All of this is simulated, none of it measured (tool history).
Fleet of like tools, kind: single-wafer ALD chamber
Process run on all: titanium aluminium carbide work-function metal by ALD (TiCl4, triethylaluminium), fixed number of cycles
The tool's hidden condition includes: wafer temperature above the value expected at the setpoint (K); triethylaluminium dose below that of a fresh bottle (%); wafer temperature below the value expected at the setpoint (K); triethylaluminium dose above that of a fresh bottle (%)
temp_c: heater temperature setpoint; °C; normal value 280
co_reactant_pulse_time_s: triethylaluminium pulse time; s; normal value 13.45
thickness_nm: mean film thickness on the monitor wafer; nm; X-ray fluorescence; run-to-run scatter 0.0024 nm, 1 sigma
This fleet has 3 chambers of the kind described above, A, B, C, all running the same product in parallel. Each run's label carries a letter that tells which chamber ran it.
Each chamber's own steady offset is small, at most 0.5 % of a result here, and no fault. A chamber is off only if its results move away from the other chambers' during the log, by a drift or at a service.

run,hour,temp_c,co_reactant_pulse_time_s,hours since the last thermocouple change,hours since the last triethylaluminium bottle change,"read-back reference wafer on the same gauge, thickness_nm",thickness_nm
1C,15.5,280,13.45,903.9,1097.6,1.9301,1.8736
2A,23.2,280,13.45,1386.7,416.6,1.9304,1.8596
3B,34.1,280,13.45,1881.5,350,1.9305,1.8632
4B,44.8,280,13.45,1892.2,360.7,1.9308,1.8616
5A,53,291,9.4,1416.5,446.4,1.9312,1.896
6C,64.1,291,9.4,952.5,1146.2,1.9314,1.9142
7B,73.3,291,9.4,1920.7,389.2,1.9308,1.898
8C,85.7,280,13.45,974.1,1167.8,1.9322,1.8729
9A,97.5,280,13.45,1461,490.9,1.9319,1.8648
10C,104.3,280,13.45,992.7,1186.4,1.9318,1.873
11B,115.5,280,13.45,1962.9,431.4,1.9322,1.8612
12A,129.6,280,13.45,1493.1,523,1.9328,1.8621
13B,141.9,280,13.45,1989.3,457.8,1.9336,1.8598
14C,156.7,280,17.57,1045.1,1238.8,1.9331,1.8873
15A,166,280,17.57,1529.5,559.4,1.9333,1.8782
16A,175.1,280,17.57,1538.6,568.5,1.9331,1.8776
17B,183.1,280,13.45,2030.5,499,1.9339,1.8637
# hour 186.9: chamber A: thermocouple changed; heater temperature recalibrated
18C,197.4,280,13.45,1085.8,1279.5,1.9341,1.8757
19A,206.3,280,13.45,19.4,599.7,1.9345,1.8623
20C,216.2,280,13.45,1104.6,1298.3,1.9342,1.8796
21B,224.8,290,8.61,2072.2,540.7,1.9355,1.8693
22C,238.4,290,8.61,1126.8,1320.5,1.9353,1.8877
23A,251.1,290,8.61,64.2,644.5,1.9358,1.8678
24B,259.1,288,13.45,2106.5,575,1.9361,1.9426
25C,273.4,288,13.45,1161.8,1355.5,1.9357,1.9515
26B,281.2,288,13.45,2128.6,597.1,1.9357,1.9373
27A,292.4,280,13.45,105.5,685.8,1.9362,1.8627
28A,307.1,280,13.45,120.2,700.5,1.9364,1.8684
29C,316.3,280,13.45,1204.7,1398.4,1.9361,1.8786
30B,326.6,280,13.45,2174,642.5,1.9373,1.8693
31B,337.4,280,13.45,2184.8,653.3,1.9376,1.8685
32C,345.6,272,18.54,1234,1427.7,1.9373,1.8244
33A,357.2,272,18.54,170.3,750.6,1.9377,1.8142
# hour 358.1: chamber A: triethylaluminium bottle replaced
34C,366.8,272,18.54,1255.2,1448.9,1.9373,1.8236
35B,376.7,280,13.45,2224.1,692.6,1.9383,1.8713
36A,390.2,280,13.45,203.3,32.1,1.9383,1.8694
37B,400.5,280,13.45,2247.9,716.4,1.9389,1.8677
# hour 413.6: chamber C: triethylaluminium bottle replaced
38A,416,280,13.45,229.1,57.9,1.9392,1.8704
39C,422.8,280,13.45,1311.2,9.2,1.9388,1.8834
40B,435.7,280,13.45,2283.1,751.6,1.9386,1.8703
41C,449.4,280,13.45,1337.8,35.8,1.939,1.8828
42A,459.5,280,13.45,272.6,101.4,1.94,1.8679

Next, all 3 chambers run the settings below, one line each with question marks for the results. What does each chamber give?
43A,470.8,290,13.45,,,,?
43B,470.8,290,13.45,,,,?
43C,470.8,290,13.45,,,,?

run,thickness_nm
43A,1.9602
43B,1.9579
43C,1.9675
